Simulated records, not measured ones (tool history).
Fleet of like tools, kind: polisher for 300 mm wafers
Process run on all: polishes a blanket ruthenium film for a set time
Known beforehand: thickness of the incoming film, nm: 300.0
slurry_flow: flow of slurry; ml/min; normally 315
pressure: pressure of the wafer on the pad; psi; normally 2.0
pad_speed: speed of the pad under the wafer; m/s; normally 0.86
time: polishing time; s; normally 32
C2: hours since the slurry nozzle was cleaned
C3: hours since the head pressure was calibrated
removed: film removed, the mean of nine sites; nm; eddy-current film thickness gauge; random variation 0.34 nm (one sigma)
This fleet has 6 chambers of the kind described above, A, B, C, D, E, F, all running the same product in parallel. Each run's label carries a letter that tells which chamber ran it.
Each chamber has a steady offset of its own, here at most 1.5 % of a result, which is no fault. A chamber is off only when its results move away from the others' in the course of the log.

{"run": "1C", "hour": 15.1, "slurry_flow": 315, "pressure": 2.0, "pad_speed": 0.86, "time": 32, "wafers polished on this pad": 1284, "C2": 356.3, "C3": 301.0, "removed": 28.19}
{"hour": 28.3, "done": "chamber C: worn pad replaced by a new one"}
{"run": "2B", "hour": 29.1, "slurry_flow": 315, "pressure": 2.0, "pad_speed": 0.86, "time": 32, "wafers polished on this pad": 653, "C2": 689.6, "C3": 139.7, "removed": 27.771}
{"run": "3E", "hour": 35.8, "slurry_flow": 315, "pressure": 2.0, "pad_speed": 0.86, "time": 32, "wafers polished on this pad": 791, "C2": 229.7, "C3": 763.0, "removed": 27.959}
{"hour": 36.1, "done": "chamber B: worn pad replaced by a new one"}
{"hour": 38.9, "done": "chamber E: worn pad replaced by a new one"}
{"hour": 40.8, "done": "chamber E: slurry nozzle cleaned"}
{"hour": 42.7, "done": "chamber A: worn pad replaced by a new one"}
{"run": "4D", "hour": 50.7, "slurry_flow": 315, "pressure": 2.0, "pad_speed": 0.86, "time": 32, "wafers polished on this pad": 573, "C2": 153.5, "C3": 531.4, "removed": 27.464}
{"run": "5F", "hour": 61.4, "slurry_flow": 315, "pressure": 2.0, "pad_speed": 0.86, "time": 32, "wafers polished on this pad": 888, "C2": 378.4, "C3": 631.0, "removed": 27.311}
{"run": "6A", "hour": 75.5, "slurry_flow": 315, "pressure": 2.0, "pad_speed": 0.86, "time": 32, "wafers polished on this pad": 281, "C2": 268.7, "C3": 669.9, "removed": 28.394}
{"hour": 77.5, "done": "chamber F: head pressure recalibrated"}
{"run": "7B", "hour": 83.4, "slurry_flow": 315, "pressure": 2.0, "pad_speed": 0.86, "time": 32, "wafers polished on this pad": 406, "C2": 743.9, "C3": 194.0, "removed": 27.124}
{"run": "8C", "hour": 95.0, "slurry_flow": 315, "pressure": 2.5, "pad_speed": 1.08, "time": 32, "wafers polished on this pad": 572, "C2": 436.2, "C3": 380.9, "removed": 45.111}
{"hour": 95.1, "done": "chamber D: worn pad replaced by a new one"}
{"run": "9E", "hour": 105.5, "slurry_flow": 315, "pressure": 2.5, "pad_speed": 1.08, "time": 32, "wafers polished on this pad": 571, "C2": 64.8, "C3": 832.7, "removed": 43.951}
{"run": "10F", "hour": 112.7, "slurry_flow": 315, "pressure": 2.5, "pad_speed": 1.08, "time": 32, "wafers polished on this pad": 1329, "C2": 429.7, "C3": 35.3, "removed": 43.469}
{"hour": 113.6, "done": "chamber F: worn pad replaced by a new one"}
{"run": "11A", "hour": 120.8, "slurry_flow": 315, "pressure": 2.5, "pad_speed": 1.08, "time": 32, "wafers polished on this pad": 670, "C2": 314.0, "C3": 715.2, "removed": 44.05}
{"hour": 121.8, "done": "chamber B: worn pad replaced by a new one"}
{"hour": 127.8, "done": "chamber B: slurry nozzle cleaned"}
{"run": "12D", "hour": 131.5, "slurry_flow": 315, "pressure": 2.5, "pad_speed": 1.08, "time": 32, "wafers polished on this pad": 312, "C2": 234.3, "C3": 612.2, "removed": 44.143}
{"hour": 132.3, "done": "chamber E: worn pad replaced by a new one"}
{"hour": 138.6, "done": "chamber A: worn pad replaced by a new one"}
{"run": "13A", "hour": 142.1, "slurry_flow": 315, "pressure": 2.5, "pad_speed": 1.08, "time": 32, "wafers polished on this pad": 30, "C2": 335.3, "C3": 736.5, "removed": 44.956}
{"run": "14F", "hour": 153.1, "slurry_flow": 315, "pressure": 2.0, "pad_speed": 0.86, "time": 32, "wafers polished on this pad": 339, "C2": 470.1, "C3": 75.7, "removed": 28.341}
{"run": "15C", "hour": 159.9, "slurry_flow": 315, "pressure": 2.4, "pad_speed": 1.0, "time": 32, "wafers polished on this pad": 1129, "C2": 501.1, "C3": 445.8, "removed": 41.047}
{"run": "16B", "hour": 174.0, "slurry_flow": 315, "pressure": 2.4, "pad_speed": 1.0, "time": 32, "wafers polished on this pad": 448, "C2": 46.3, "C3": 284.6, "removed": 38.083}
{"run": "17D", "hour": 180.6, "slurry_flow": 315, "pressure": 2.4, "pad_speed": 1.0, "time": 32, "wafers polished on this pad": 733, "C2": 283.4, "C3": 661.3, "removed": 39.527}
{"run": "18E", "hour": 189.5, "slurry_flow": 315, "pressure": 2.4, "pad_speed": 1.0, "time": 32, "wafers polished on this pad": 491, "C2": 148.8, "C3": 916.7, "removed": 39.236}
{"hour": 197.6, "done": "chamber D: worn pad replaced by a new one"}
{"hour": 199.5, "done": "chamber C: worn pad replaced by a new one"}
{"run": "19A", "hour": 202.7, "slurry_flow": 315, "pressure": 2.4, "pad_speed": 1.0, "time": 32, "wafers polished on this pad": 550, "C2": 395.9, "C3": 797.1, "removed": 39.542}
{"run": "20D", "hour": 209.6, "slurry_flow": 315, "pressure": 2.4, "pad_speed": 1.0, "time": 32, "wafers polished on this pad": 103, "C2": 312.4, "C3": 690.3, "removed": 39.416}
{"hour": 217.5, "done": "chamber B: worn pad replaced by a new one"}
{"hour": 218.6, "done": "chamber A: worn pad replaced by a new one"}
{"run": "21E", "hour": 224.9, "slurry_flow": 315, "pressure": 2.0, "pad_speed": 0.86, "time": 32, "wafers polished on this pad": 794, "C2": 184.2, "C3": 952.1, "removed": 27.709}
{"hour": 226.9, "done": "chamber E: worn pad replaced by a new one"}
{"run": "22F", "hour": 237.8, "slurry_flow": 315, "pressure": 2.0, "pad_speed": 0.86, "time": 32, "wafers polished on this pad": 1066, "C2": 554.8, "C3": 160.4, "removed": 27.662}
{"run": "23B", "hour": 248.5, "slurry_flow": 315, "pressure": 2.0, "pad_speed": 0.86, "time": 32, "wafers polished on this pad": 266, "C2": 120.8, "C3": 359.1, "removed": 27.724}
{"hour": 249.2, "done": "chamber B: head pressure recalibrated"}
{"run": "24C", "hour": 255.6, "slurry_flow": 315, "pressure": 2.0, "pad_speed": 0.86, "time": 32, "wafers polished on this pad": 481, "C2": 596.8, "C3": 541.5, "removed": 30.398}
{"run": "25D", "hour": 262.9, "slurry_flow": 210, "pressure": 2.0, "pad_speed": 0.86, "time": 24, "wafers polished on this pad": 560, "C2": 365.7, "C3": 743.6, "removed": 19.875}
{"run": "26B", "hour": 276.7, "slurry_flow": 210, "pressure": 2.0, "pad_speed": 0.86, "time": 24, "wafers polished on this pad": 508, "C2": 149.0, "C3": 27.6, "removed": 20.321}
{"hour": 278.8, "done": "chamber F: worn pad replaced by a new one"}
{"run": "27A", "hour": 287.6, "slurry_flow": 210, "pressure": 2.0, "pad_speed": 0.86, "time": 24, "wafers polished on this pad": 592, "C2": 480.8, "C3": 882.0, "removed": 20.118}
{"hour": 287.7, "done": "chamber E: slurry nozzle cleaned"}
{"hour": 297.8, "done": "chamber A: worn pad replaced by a new one"}
{"run": "28E", "hour": 300.5, "slurry_flow": 210, "pressure": 2.0, "pad_speed": 0.86, "time": 24, "wafers polished on this pad": 632, "C2": 12.9, "C3": 1027.7, "removed": 20.114}
{"hour": 308.3, "done": "chamber D: worn pad replaced by a new one"}
{"hour": 310.4, "done": "chamber E: worn pad replaced by a new one"}
{"run": "29C", "hour": 311.1, "slurry_flow": 210, "pressure": 2.0, "pad_speed": 0.86, "time": 24, "wafers polished on this pad": 957, "C2": 652.3, "C3": 597.0, "removed": 21.839}
{"hour": 313.4, "done": "chamber E: head pressure recalibrated"}
{"hour": 315.7, "done": "chamber B: worn pad replaced by a new one"}
{"run": "30F", "hour": 318.6, "slurry_flow": 210, "pressure": 2.0, "pad_speed": 0.86, "time": 24, "wafers polished on this pad": 341, "C2": 635.6, "C3": 241.2, "removed": 19.724}
{"run": "31E", "hour": 329.5, "slurry_flow": 315, "pressure": 2.0, "pad_speed": 0.86, "time": 32, "wafers polished on this pad": 163, "C2": 41.9, "C3": 16.2, "removed": 28.071}
{"run": "32C", "hour": 337.4, "slurry_flow": 315, "pressure": 2.2, "pad_speed": 1.08, "time": 32, "wafers polished on this pad": 1183, "C2": 678.6, "C3": 623.3, "removed": 41.524}
{"hour": 347.0, "done": "chamber D: head pressure recalibrated"}
{"run": "33B", "hour": 352.6, "slurry_flow": 315, "pressure": 2.2, "pad_speed": 1.08, "time": 32, "wafers polished on this pad": 316, "C2": 224.9, "C3": 103.5, "removed": 39.065}
{"run": "34D", "hour": 362.4, "slurry_flow": 315, "pressure": 2.2, "pad_speed": 1.08, "time": 32, "wafers polished on this pad": 464, "C2": 465.2, "C3": 15.5, "removed": 38.753}
{"run": "35A", "hour": 375.0, "slurry_flow": 315, "pressure": 2.2, "pad_speed": 1.08, "time": 32, "wafers polished on this pad": 663, "C2": 568.2, "C3": 969.4, "removed": 38.839}
{"run": "36F", "hour": 383.6, "slurry_flow": 315, "pressure": 2.2, "pad_speed": 1.08, "time": 32, "wafers polished on this pad": 899, "C2": 700.6, "C3": 306.2, "removed": 39.12}
{"hour": 387.1, "done": "chamber A: worn pad replaced by a new one"}
{"run": "37D", "hour": 398.7, "slurry_flow": 315, "pressure": 2.2, "pad_speed": 1.08, "time": 32, "wafers polished on this pad": 775, "C2": 501.5, "C3": 51.8, "removed": 37.821}
{"hour": 408.6, "done": "chamber E: worn pad replaced by a new one"}
{"run": "38E", "hour": 411.9, "slurry_flow": 315, "pressure": 2.0, "pad_speed": 0.86, "time": 32, "wafers polished on this pad": 28, "C2": 124.3, "C3": 98.6, "removed": 27.876}
{"run": "39A", "hour": 423.4, "slurry_flow": 400, "pressure": 2.0, "pad_speed": 0.86, "time": 32, "wafers polished on this pad": 311, "C2": 616.6, "C3": 1017.8, "removed": 28.726}

Next, all 6 chambers run the settings below, one line each with question marks for the results. What does each chamber give?
{"run": "40A", "hour": 434.4, "slurry_flow": 315, "pressure": 2.0, "pad_speed": 0.86, "time": 32, "removed": "?"}
{"run": "40B", "hour": 434.4, "slurry_flow": 315, "pressure": 2.0, "pad_speed": 0.86, "time": 32, "removed": "?"}
{"run": "40C", "hour": 434.4, "slurry_flow": 315, "pressure": 2.0, "pad_speed": 0.86, "time": 32, "removed": "?"}
{"run": "40D", "hour": 434.4, "slurry_flow": 315, "pressure": 2.0, "pad_speed": 0.86, "time": 32, "removed": "?"}
{"run": "40E", "hour": 434.4, "slurry_flow": 315, "pressure": 2.0, "pad_speed": 0.86, "time": 32, "removed": "?"}
{"run": "40F", "hour": 434.4, "slurry_flow": 315, "pressure": 2.0, "pad_speed": 0.86, "time": 32, "removed": "?"}

run=40A removed=28.621
run=40B removed=27.715
run=40C removed=31.567
run=40D removed=28.066
run=40E removed=27.966
run=40F removed=27.577
